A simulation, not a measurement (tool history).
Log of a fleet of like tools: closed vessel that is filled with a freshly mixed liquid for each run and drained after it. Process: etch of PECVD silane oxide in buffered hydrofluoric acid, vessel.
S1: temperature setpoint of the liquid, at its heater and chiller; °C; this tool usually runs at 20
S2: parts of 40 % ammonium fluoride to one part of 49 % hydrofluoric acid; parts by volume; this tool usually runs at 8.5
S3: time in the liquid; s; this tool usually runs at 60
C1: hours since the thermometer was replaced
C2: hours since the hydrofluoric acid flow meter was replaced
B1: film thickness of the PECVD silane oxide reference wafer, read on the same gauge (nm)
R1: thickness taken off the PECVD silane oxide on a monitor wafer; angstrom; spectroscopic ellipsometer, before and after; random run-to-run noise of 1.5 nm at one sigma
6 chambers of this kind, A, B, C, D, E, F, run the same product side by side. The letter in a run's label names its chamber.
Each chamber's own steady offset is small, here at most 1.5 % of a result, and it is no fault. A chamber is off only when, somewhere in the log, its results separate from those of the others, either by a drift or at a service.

{"run": "1F", "day": 0.208, "S1": 20, "S2": 8.5, "S3": 60, "C1": 355.1, "C2": 148.5, "B1": 40.01, "R1": 1996}
{"run": "2D", "day": 0.429, "S1": 20, "S2": 8.5, "S3": 60, "C1": 496.5, "C2": 206.7, "B1": 40.048, "R1": 1998.8}
{"run": "3C", "day": 0.629, "S1": 20, "S2": 8.5, "S3": 60, "C1": 436.3, "C2": 233.8, "B1": 39.975, "R1": 2005.6}
{"run": "4E", "day": 0.783, "S1": 20, "S2": 8.5, "S3": 60, "C1": 24.5, "C2": 1257.5, "B1": 40.031, "R1": 1982.9}
{"run": "5B", "day": 0.979, "S1": 20, "S2": 8.5, "S3": 60, "C1": 1530.6, "C2": 893.5, "B1": 39.97, "R1": 1967.2}
{"run": "6A", "day": 1.192, "S1": 20, "S2": 8.5, "S3": 60, "C1": 53.6, "C2": 595.7, "B1": 39.969, "R1": 1994.7}
{"run": "7B", "day": 1.396, "S1": 20, "S2": 8.5, "S3": 60, "C1": 1540.6, "C2": 903.5, "B1": 40.003, "R1": 1982}
{"run": "8F", "day": 1.596, "S1": 20, "S2": 8.5, "S3": 60, "C1": 388.4, "C2": 181.8, "B1": 39.961, "R1": 1977.1}
{"run": "9E", "day": 1.825, "S1": 17, "S2": 8.5, "S3": 60, "C1": 49.5, "C2": 1282.5, "B1": 39.982, "R1": 1654.3}
{"run": "10C", "day": 2.004, "S1": 17, "S2": 8.5, "S3": 60, "C1": 469.3, "C2": 266.8, "B1": 39.99, "R1": 1672.8}
{"run": "11D", "day": 2.204, "S1": 17, "S2": 8.5, "S3": 60, "C1": 539.1, "C2": 249.3, "B1": 39.99, "R1": 1680.9}
{"run": "12A", "day": 2.396, "S1": 17, "S2": 8.5, "S3": 60, "C1": 82.5, "C2": 624.6, "B1": 40.015, "R1": 1657.4}
{"run": "13A", "day": 2.554, "S1": 17, "S2": 8.5, "S3": 60, "C1": 86.3, "C2": 628.4, "B1": 40.007, "R1": 1663.7}
{"run": "14F", "day": 2.75, "S1": 17, "S2": 8.5, "S3": 60, "C1": 416.1, "C2": 209.5, "B1": 40.006, "R1": 1663.3}
{"run": "15C", "day": 2.938, "S1": 22, "S2": 10.5, "S3": 60, "C1": 491.7, "C2": 289.2, "B1": 39.969, "R1": 1887.5}
{"run": "16D", "day": 3.096, "S1": 22, "S2": 10.5, "S3": 60, "C1": 560.5, "C2": 270.7, "B1": 40.004, "R1": 1906.5}
{"run": "17B", "day": 3.238, "S1": 22, "S2": 10.5, "S3": 60, "C1": 1584.8, "C2": 947.7, "B1": 40.009, "R1": 1919.2}
{"run": "18E", "day": 3.375, "S1": 22, "S2": 10.5, "S3": 60, "C1": 86.7, "C2": 1319.7, "B1": 40.008, "R1": 1889.6}
{"run": "19E", "day": 3.492, "S1": 22, "S2": 10.5, "S3": 60, "C1": 89.5, "C2": 1322.5, "B1": 39.957, "R1": 1853.7}
{"run": "20A", "day": 3.6, "S1": 22, "S2": 10.5, "S3": 60, "C1": 111.4, "C2": 653.5, "B1": 40.009, "R1": 1830}
{"run": "21F", "day": 3.758, "S1": 20, "S2": 8.5, "S3": 60, "C1": 440.3, "C2": 233.7, "B1": 39.979, "R1": 1957.6}
{"run": "22B", "day": 3.979, "S1": 22.5, "S2": 8.5, "S3": 40, "C1": 1602.6, "C2": 965.5, "B1": 40.008, "R1": 1569.3}
{"run": "23C", "day": 4.171, "S1": 22.5, "S2": 8.5, "S3": 40, "C1": 521.3, "C2": 318.8, "B1": 40.013, "R1": 1546.2}
{"run": "24D", "day": 4.288, "S1": 22.5, "S2": 8.5, "S3": 40, "C1": 589.1, "C2": 299.3, "B1": 40.011, "R1": 1555.3}
{"run": "25E", "day": 4.458, "S1": 22.5, "S2": 8.5, "S3": 40, "C1": 112.7, "C2": 1345.7, "B1": 40.007, "R1": 1515.7}
{"run": "26B", "day": 4.571, "S1": 22.5, "S2": 8.5, "S3": 40, "C1": 1616.8, "C2": 979.7, "B1": 39.983, "R1": 1570.6}
{"run": "27A", "day": 4.712, "S1": 22.5, "S2": 8.5, "S3": 40, "C1": 138.1, "C2": 680.2, "B1": 39.976, "R1": 1520.7}
{"run": "28F", "day": 4.896, "S1": 20, "S2": 8.5, "S3": 60, "C1": 467.6, "C2": 261, "B1": 39.997, "R1": 1994.7}
{"run": "29C", "day": 5.112, "S1": 20, "S2": 8.5, "S3": 60, "C1": 543.9, "C2": 341.4, "B1": 40.011, "R1": 2000.2}
{"run": "30D", "day": 5.325, "S1": 20, "S2": 8.5, "S3": 60, "C1": 614, "C2": 324.2, "B1": 40.028, "R1": 2002.1}
{"run": "31E", "day": 5.512, "S1": 20, "S2": 8.5, "S3": 60, "C1": 138, "C2": 1371, "B1": 40.03, "R1": 1989.6}
{"run": "32D", "day": 5.679, "S1": 20, "S2": 8.5, "S3": 60, "C1": 622.5, "C2": 332.7, "B1": 40, "R1": 2014.8}
{"run": "33C", "day": 5.788, "S1": 20, "S2": 8.5, "S3": 60, "C1": 560.1, "C2": 357.6, "B1": 39.989, "R1": 1974.4}
{"run": "34F", "day": 6.012, "S1": 20, "S2": 6.5, "S3": 75, "C1": 494.4, "C2": 287.8, "B1": 39.995, "R1": 3278.9}
{"run": "35B", "day": 6.146, "S1": 20, "S2": 6.5, "S3": 75, "C1": 1654.6, "C2": 1017.5, "B1": 39.978, "R1": 3415.9}
{"run": "36A", "day": 6.379, "S1": 20, "S2": 6.5, "S3": 75, "C1": 178.1, "C2": 720.2, "B1": 39.996, "R1": 3246.2}
{"run": "37E", "day": 6.488, "S1": 20, "S2": 6.5, "S3": 75, "C1": 161.4, "C2": 1394.4, "B1": 39.99, "R1": 3285.1}
{"run": "38A", "day": 6.629, "S1": 20, "S2": 6.5, "S3": 75, "C1": 184.1, "C2": 726.2, "B1": 39.992, "R1": 3264.2}
{"run": "39C", "day": 6.746, "S1": 20, "S2": 6.5, "S3": 75, "C1": 583.1, "C2": 380.6, "B1": 39.955, "R1": 3256.6}
{"run": "40D", "day": 6.908, "S1": 20, "S2": 8.5, "S3": 60, "C1": 652, "C2": 362.2, "B1": 39.99, "R1": 2042.5}
{"day": 7.075, "done": "chamber B: thermometer replaced"}
{"run": "41B", "day": 7.1, "S1": 20, "S2": 8.5, "S3": 60, "C1": 0.7, "C2": 1040.4, "B1": 39.968, "R1": 2108.7}

All 6 chambers run these settings next. Forecast each chamber's results:
{"run": "42A", "day": 7.275, "S1": 20, "S2": 10.5, "S3": 60, "R1": "?"}
{"run": "42B", "day": 7.275, "S1": 20, "S2": 10.5, "S3": 60, "R1": "?"}
{"run": "42C", "day": 7.275, "S1": 20, "S2": 10.5, "S3": 60, "R1": "?"}
{"run": "42D", "day": 7.275, "S1": 20, "S2": 10.5, "S3": 60, "R1": "?"}
{"run": "42E", "day": 7.275, "S1": 20, "S2": 10.5, "S3": 60, "R1": "?"}
{"run": "42F", "day": 7.275, "S1": 20, "S2": 10.5, "S3": 60, "R1": "?"}

run=42A R1=1636.6
run=42B R1=1740.8
run=42C R1=1666.8
run=42D R1=1657.6
run=42E R1=1676.5
run=42F R1=1629.1
